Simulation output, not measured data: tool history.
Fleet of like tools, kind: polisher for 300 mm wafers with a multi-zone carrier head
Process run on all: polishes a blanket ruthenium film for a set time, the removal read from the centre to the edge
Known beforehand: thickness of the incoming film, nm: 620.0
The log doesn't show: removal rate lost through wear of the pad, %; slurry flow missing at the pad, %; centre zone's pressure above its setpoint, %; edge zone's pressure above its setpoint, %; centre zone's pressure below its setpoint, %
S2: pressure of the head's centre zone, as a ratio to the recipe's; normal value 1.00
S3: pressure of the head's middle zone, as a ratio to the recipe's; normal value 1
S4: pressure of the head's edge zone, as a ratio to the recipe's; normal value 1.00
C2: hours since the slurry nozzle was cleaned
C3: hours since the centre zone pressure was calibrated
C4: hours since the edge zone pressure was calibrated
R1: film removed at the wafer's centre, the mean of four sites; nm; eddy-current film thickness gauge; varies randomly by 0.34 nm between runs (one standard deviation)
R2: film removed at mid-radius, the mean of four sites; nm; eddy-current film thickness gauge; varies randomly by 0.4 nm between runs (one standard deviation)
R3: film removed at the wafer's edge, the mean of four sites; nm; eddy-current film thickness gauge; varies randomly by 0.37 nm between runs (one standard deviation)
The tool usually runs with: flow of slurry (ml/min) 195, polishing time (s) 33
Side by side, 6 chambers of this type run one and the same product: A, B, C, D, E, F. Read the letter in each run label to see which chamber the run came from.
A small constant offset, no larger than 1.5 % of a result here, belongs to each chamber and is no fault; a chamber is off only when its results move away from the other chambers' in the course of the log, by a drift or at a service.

Run 1F, hour 4.3: usual settings; wafers polished on this pad 399; C2 71.1; C3 878.6; C4 531.9. Result: R1 31.883 nm, R2 32.280 nm, R3 32.104 nm.
Run 2B, hour 8.4: usual settings; wafers polished on this pad 359; C2 173.3; C3 574.1; C4 214.8. Result: R1 32.600 nm, R2 32.825 nm, R3 32.667 nm.
At hour 9.8: chamber A: worn pad replaced by a new one.
Run 3E, hour 13.5: usual settings; wafers polished on this pad 304; C2 697.6; C3 871.7; C4 145.9. Result: R1 32.210 nm, R2 33.037 nm, R3 32.248 nm.
At hour 14.9: chamber D: worn pad replaced by a new one.
Run 4D, hour 19.5: usual settings; wafers polished on this pad 58; C2 34.3; C3 49.4; C4 427.0. Result: R1 32.500 nm, R2 32.884 nm, R3 33.114 nm.
Run 5C, hour 25.0: usual settings; wafers polished on this pad 389; C2 93.1; C3 403.5; C4 112.5. Result: R1 31.777 nm, R2 33.176 nm, R3 32.562 nm.
At hour 28.4: chamber A: centre zone pressure recalibrated.
Run 6A, hour 30.9: usual settings; wafers polished on this pad 264; C2 500.2; C3 2.6; C4 105.5. Result: R1 32.858 nm, R2 32.562 nm, R3 32.025 nm.
Run 7F, hour 36.8: usual settings; wafers polished on this pad 806; C2 103.6; C3 911.1; C4 564.4. Result: R1 32.522 nm, R2 31.912 nm, R3 32.126 nm.
At hour 38.0: chamber B: worn pad replaced by a new one.
Run 8D, hour 43.9: usual settings but flow of slurry (ml/min) 140, S2 0.96; wafers polished on this pad 364; C2 58.7; C3 73.8; C4 451.4. Result: R1 28.743 nm, R2 31.533 nm, R3 31.536 nm.
Run 9E, hour 48.4: usual settings but flow of slurry (ml/min) 140, S2 0.96; wafers polished on this pad 741; C2 732.5; C3 906.6; C4 180.8. Result: R1 28.145 nm, R2 31.004 nm, R3 31.252 nm.
At hour 48.8: chamber E: worn pad replaced by a new one.
At hour 55.3: chamber C: worn pad replaced by a new one.
Run 10C, hour 55.8: usual settings but flow of slurry (ml/min) 140, S2 0.96; wafers polished on this pad 6; C2 123.9; C3 434.3; C4 143.3. Result: R1 29.155 nm, R2 30.033 nm, R3 31.086 nm.
At hour 58.5: chamber F: worn pad replaced by a new one.
Run 11B, hour 60.2: usual settings but flow of slurry (ml/min) 140, S2 0.96; wafers polished on this pad 278; C2 225.1; C3 625.9; C4 266.6. Result: R1 29.519 nm, R2 30.943 nm, R3 31.207 nm.
At hour 62.5: chamber A: worn pad replaced by a new one.
Run 12A, hour 66.9: usual settings but flow of slurry (ml/min) 140, S2 0.96; wafers polished on this pad 55; C2 536.2; C3 38.6; C4 141.5. Result: R1 29.469 nm, R2 31.145 nm, R3 31.107 nm.
Run 13D, hour 71.7: usual settings but flow of slurry (ml/min) 140, S2 0.96; wafers polished on this pad 712; C2 86.5; C3 101.6; C4 479.2. Result: R1 29.372 nm, R2 31.073 nm, R3 31.248 nm.
At hour 72.1: chamber D: worn pad replaced by a new one.
Run 14B, hour 75.9: usual settings; wafers polished on this pad 475; C2 240.8; C3 641.6; C4 282.3. Result: R1 31.722 nm, R2 32.538 nm, R3 33.169 nm.
At hour 78.2: chamber C: centre zone pressure recalibrated.
Run 15C, hour 84.3: usual settings; wafers polished on this pad 363; C2 152.4; C3 6.1; C4 171.8. Result: R1 29.098 nm, R2 32.352 nm, R3 32.698 nm.
At hour 89.0: chamber B: worn pad replaced by a new one.
Run 16A, hour 93.2: usual settings; wafers polished on this pad 384; C2 562.5; C3 64.9; C4 167.8. Result: R1 32.973 nm, R2 33.195 nm, R3 32.026 nm.
Run 17E, hour 98.7: usual settings; wafers polished on this pad 625; C2 782.8; C3 956.9; C4 231.1. Result: R1 32.081 nm, R2 32.282 nm, R3 31.875 nm.
At hour 103.9: chamber B: slurry nozzle cleaned.
Run 18F, hour 105.9: usual settings; wafers polished on this pad 593; C2 172.7; C3 980.2; C4 633.5. Result: R1 32.051 nm, R2 32.922 nm, R3 32.497 nm.
At hour 107.6: chamber E: centre zone pressure recalibrated.
At hour 109.4: chamber E: worn pad replaced by a new one.
At hour 110.3: chamber E: slurry nozzle cleaned.
At hour 110.9: chamber A: worn pad replaced by a new one.
Run 19E, hour 111.0: usual settings; wafers polished on this pad 20; C2 0.8; C3 3.5; C4 243.4. Result: R1 31.876 nm, R2 32.855 nm, R3 31.926 nm.
Run 20B, hour 116.3: usual settings but flow of slurry (ml/min) 220, S4 0.96; wafers polished on this pad 342; C2 12.4; C3 682.0; C4 322.7. Result: R1 32.985 nm, R2 32.880 nm, R3 32.941 nm.
At hour 119.6: chamber C: worn pad replaced by a new one.
Run 21A, hour 124.1: usual settings but flow of slurry (ml/min) 220, S4 0.96; wafers polished on this pad 166; C2 593.4; C3 95.8; C4 198.7. Result: R1 33.242 nm, R2 33.971 nm, R3 32.000 nm.
At hour 127.7: chamber D: edge zone pressure recalibrated.
At hour 129.2: chamber D: worn pad replaced by a new one.
Run 22D, hour 132.6: usual settings but flow of slurry (ml/min) 220, S4 0.96; wafers polished on this pad 43; C2 147.4; C3 162.5; C4 5.0. Result: R1 33.314 nm, R2 32.958 nm, R3 31.684 nm.
Run 23F, hour 139.3: usual settings but flow of slurry (ml/min) 220, S4 0.96; wafers polished on this pad 1012; C2 206.1; C3 1013.6; C4 666.9. Result: R1 32.806 nm, R2 33.462 nm, R3 32.089 nm.
At hour 139.7: chamber B: worn pad replaced by a new one.
Run 24C, hour 143.5: usual settings but flow of slurry (ml/min) 220, S4 0.96; wafers polished on this pad 299; C2 211.6; C3 65.3; C4 231.0. Result: R1 29.245 nm, R2 32.815 nm, R3 31.800 nm.
Run 25B, hour 147.3: usual settings but flow of slurry (ml/min) 220, S4 0.96; wafers polished on this pad 96; C2 43.4; C3 713.0; C4 353.7. Result: R1 33.273 nm, R2 32.333 nm, R3 32.480 nm.
Run 26C, hour 156.2: usual settings; wafers polished on this pad 458; C2 224.3; C3 78.0; C4 243.7. Result: R1 29.643 nm, R2 32.272 nm, R3 32.775 nm.
Run 27F, hour 161.8: usual settings; wafers polished on this pad 1293; C2 228.6; C3 1036.1; C4 689.4. Result: R1 32.068 nm, R2 33.104 nm, R3 32.039 nm.
At hour 164.4: chamber E: worn pad replaced by a new one.
At hour 165.8: chamber F: worn pad replaced by a new one.
At hour 169.9: chamber A: worn pad replaced by a new one.
Run 28E, hour 170.4: usual settings; wafers polished on this pad 76; C2 60.2; C3 62.9; C4 302.8. Result: R1 32.145 nm, R2 32.884 nm, R3 32.635 nm.
At hour 174.0: chamber D: worn pad replaced by a new one.
At hour 177.2: chamber C: worn pad replaced by a new one.
Run 29D, hour 178.7: usual settings but S2 1.05; wafers polished on this pad 59; C2 193.5; C3 208.6; C4 51.1. Result: R1 34.308 nm, R2 33.136 nm, R3 33.353 nm.
At hour 179.2: chamber F: centre zone pressure recalibrated.
Run 30A, hour 185.9: usual settings but S2 1.05; wafers polished on this pad 201; C2 655.2; C3 157.6; C4 260.5. Result: R1 35.006 nm, R2 33.119 nm, R3 32.080 nm.
Run 31E, hour 192.2: usual settings but S2 1.05; wafers polished on this pad 349; C2 82.0; C3 84.7; C4 324.6. Result: R1 33.770 nm, R2 32.094 nm, R3 32.706 nm.
At hour 195.2: chamber B: worn pad replaced by a new one.
Run 32C, hour 199.3: usual settings but S2 1.05; wafers polished on this pad 276; C2 267.4; C3 121.1; C4 286.8. Result: R1 30.302 nm, R2 32.252 nm, R3 32.600 nm.
Run 33F, hour 205.0: usual settings but S2 1.05; wafers polished on this pad 491; C2 271.8; C3 25.8; C4 732.6. Result: R1 34.337 nm, R2 32.688 nm, R3 32.361 nm.
Run 34A, hour 208.9: usual settings but S2 1.05; wafers polished on this pad 489; C2 678.2; C3 180.6; C4 283.5. Result: R1 35.107 nm, R2 32.917 nm, R3 33.026 nm.
Run 35D, hour 215.7: usual settings but flow of slurry (ml/min) 140; wafers polished on this pad 522; C2 230.5; C3 245.6; C4 88.1. Result: R1 30.675 nm, R2 31.374 nm, R3 31.245 nm.
Run 36B, hour 222.3: usual settings but flow of slurry (ml/min) 140; wafers polished on this pad 340; C2 118.4; C3 788.0; C4 428.7. Result: R1 30.777 nm, R2 30.325 nm, R3 31.173 nm.
Run 37F, hour 227.8: usual settings but flow of slurry (ml/min) 140; wafers polished on this pad 777; C2 294.6; C3 48.6; C4 755.4. Result: R1 30.042 nm, R2 30.729 nm, R3 30.692 nm.
Run 38C, hour 233.2: usual settings but flow of slurry (ml/min) 140; wafers polished on this pad 701; C2 301.3; C3 155.0; C4 320.7. Result: R1 26.758 nm, R2 30.705 nm, R3 30.550 nm.

Next, all 6 chambers run the settings below, one line each with question marks for the results. What does each chamber give?
Run 39A, hour 239.5: usual settings. Result: R1 ?, R2 ?, R3 ?.
Run 39B, hour 239.5: usual settings. Result: R1 ?, R2 ?, R3 ?.
Run 39C, hour 239.5: usual settings. Result: R1 ?, R2 ?, R3 ?.
Run 39D, hour 239.5: usual settings. Result: R1 ?, R2 ?, R3 ?.
Run 39E, hour 239.5: usual settings. Result: R1 ?, R2 ?, R3 ?.
Run 39F, hour 239.5: usual settings. Result: R1 ?, R2 ?, R3 ?.

run      R1      R2      R3
39A  32.636  32.971  32.326
39B  32.817  32.522  33.632
39C  29.011  31.980  32.456
39D  33.209  32.163  32.235
39E  31.602  32.927  32.224
39F  32.720  32.378  31.666

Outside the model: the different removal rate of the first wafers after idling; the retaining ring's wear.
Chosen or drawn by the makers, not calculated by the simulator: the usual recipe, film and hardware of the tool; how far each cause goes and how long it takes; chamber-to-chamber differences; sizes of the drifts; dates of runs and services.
